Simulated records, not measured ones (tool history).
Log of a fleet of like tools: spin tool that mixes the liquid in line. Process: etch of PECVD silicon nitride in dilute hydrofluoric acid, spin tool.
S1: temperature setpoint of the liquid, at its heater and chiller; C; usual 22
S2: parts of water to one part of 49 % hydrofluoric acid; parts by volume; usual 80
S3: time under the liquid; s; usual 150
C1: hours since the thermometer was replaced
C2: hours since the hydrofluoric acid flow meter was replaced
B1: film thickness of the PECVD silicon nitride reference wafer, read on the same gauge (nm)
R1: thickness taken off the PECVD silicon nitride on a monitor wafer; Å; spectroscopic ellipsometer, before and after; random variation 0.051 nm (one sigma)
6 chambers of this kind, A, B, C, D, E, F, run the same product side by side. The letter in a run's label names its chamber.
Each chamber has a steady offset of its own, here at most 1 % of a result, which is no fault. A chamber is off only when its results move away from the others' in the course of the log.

run 1C day=0.229 | S1=22 S2=80 S3=150 | C1=557.3 C2=1114.8 | B1=59.989 | R1=63.283
run 2A day=0.350 | S1=22 S2=80 S3=150 | C1=209.1 C2=736.6 | B1=59.984 | R1=63.048
run 3B day=0.579 | S1=22 S2=80 S3=150 | C1=100.7 C2=931.0 | B1=60.008 | R1=64.253
run 4D day=0.838 | S1=22 S2=80 S3=150 | C1=1676.4 C2=849.0 | B1=59.994 | R1=64.543
run 5F day=0.996 | S1=22 S2=80 S3=150 | C1=212.5 C2=752.0 | B1=59.971 | R1=63.162
run 6E day=1.208 | S1=22 S2=80 S3=150 | C1=1038.0 C2=165.2 | B1=60.004 | R1=64.519
run 7D day=1.429 | S1=22 S2=80 S3=150 | C1=1690.6 C2=863.2 | B1=60.006 | R1=63.437
run 8F day=1.583 | S1=22 S2=80 S3=150 | C1=226.6 C2=766.1 | B1=60.024 | R1=64.100
run 9C day=1.733 | S1=22 S2=80 S3=150 | C1=593.4 C2=1150.9 | B1=59.996 | R1=63.573
run 10E day=1.996 | S1=22 S2=80 S3=150 | C1=1056.9 C2=184.1 | B1=59.991 | R1=64.050
run 11B day=2.275 | S1=22 S2=80 S3=150 | C1=141.4 C2=971.7 | B1=59.985 | R1=63.741
run 12A day=2.521 | S1=22 S2=80 S3=150 | C1=261.2 C2=788.7 | B1=59.980 | R1=64.004
run 13F day=2.779 | S1=22 S2=80 S3=150 | C1=255.3 C2=794.8 | B1=60.001 | R1=62.915
run 14A day=3.017 | S1=22 S2=80 S3=150 | C1=273.1 C2=800.6 | B1=60.003 | R1=63.578
run 15B day=3.229 | S1=22 S2=80 S3=150 | C1=164.3 C2=994.6 | B1=59.998 | R1=63.446
run 16D day=3.492 | S1=22 S2=80 S3=150 | C1=1740.1 C2=912.7 | B1=59.996 | R1=64.154
run 17C day=3.675 | S1=22 S2=80 S3=150 | C1=640.0 C2=1197.5 | B1=59.994 | R1=63.965
run 18E day=3.833 | S1=22 S2=80 S3=150 | C1=1101.0 C2=228.2 | B1=60.009 | R1=65.026
run 19E day=3.958 | S1=22 S2=80 S3=150 | C1=1104.0 C2=231.2 | B1=60.019 | R1=63.965
run 20D day=4.229 | S1=22 S2=80 S3=150 | C1=1757.8 C2=930.4 | B1=60.014 | R1=63.910
run 21B day=4.350 | S1=18 S2=65 S3=150 | C1=191.2 C2=1021.5 | B1=59.993 | R1=60.153
run 22A day=4.508 | S1=18 S2=65 S3=150 | C1=308.9 C2=836.4 | B1=59.991 | R1=59.869
run 23F day=4.671 | S1=18 S2=65 S3=150 | C1=300.7 C2=840.2 | B1=60.018 | R1=56.508
run 24C day=4.817 | S1=18 S2=65 S3=150 | C1=667.4 C2=1224.9 | B1=60.013 | R1=58.773
run 25E day=4.946 | S1=18 S2=65 S3=150 | C1=1127.7 C2=254.9 | B1=60.025 | R1=60.335
run 26A day=5.158 | S1=18 S2=65 S3=150 | C1=324.5 C2=852.0 | B1=59.993 | R1=58.989
run 27D day=5.333 | S1=22 S2=95 S3=65 | C1=1784.3 C2=956.9 | B1=59.999 | R1=23.449
run 28F day=5.546 | S1=22 S2=95 S3=65 | C1=321.7 C2=861.2 | B1=59.984 | R1=22.401
run 29B day=5.808 | S1=22 S2=95 S3=65 | C1=226.2 C2=1056.5 | B1=59.989 | R1=23.192
run 30C day=5.938 | S1=22 S2=95 S3=65 | C1=694.3 C2=1251.8 | B1=59.994 | R1=23.144
run 31B day=6.200 | S1=22 S2=95 S3=65 | C1=235.6 C2=1065.9 | B1=60.005 | R1=23.656
run 32A day=6.400 | S1=22 S2=95 S3=65 | C1=354.3 C2=881.8 | B1=60.017 | R1=23.614
run 33D day=6.612 | S1=22 S2=115 S3=80 | C1=1815.0 C2=987.6 | B1=60.016 | R1=23.543
run 34C day=6.867 | S1=22 S2=115 S3=80 | C1=716.6 C2=1274.1 | B1=60.001 | R1=24.057
run 35F day=7.092 | S1=22 S2=115 S3=80 | C1=358.8 C2=898.3 | B1=59.999 | R1=22.037
run 36E day=7.238 | S1=22 S2=115 S3=80 | C1=1182.7 C2=309.9 | B1=60.006 | R1=24.000
run 37B day=7.404 | S1=22 S2=115 S3=80 | C1=264.5 C2=1094.8 | B1=59.995 | R1=23.652

All 6 chambers run these settings next. Forecast each chamber's results:
run 38A day=7.604 | S1=22 S2=80 S3=195 | R1=?
run 38B day=7.604 | S1=22 S2=80 S3=195 | R1=?
run 38C day=7.604 | S1=22 S2=80 S3=195 | R1=?
run 38D day=7.604 | S1=22 S2=80 S3=195 | R1=?
run 38E day=7.604 | S1=22 S2=80 S3=195 | R1=?
run 38F day=7.604 | S1=22 S2=80 S3=195 | R1=?

run=38A R1=83.099
run=38B R1=82.144
run=38C R1=82.049
run=38D R1=83.566
run=38E R1=82.314
run=38F R1=76.562
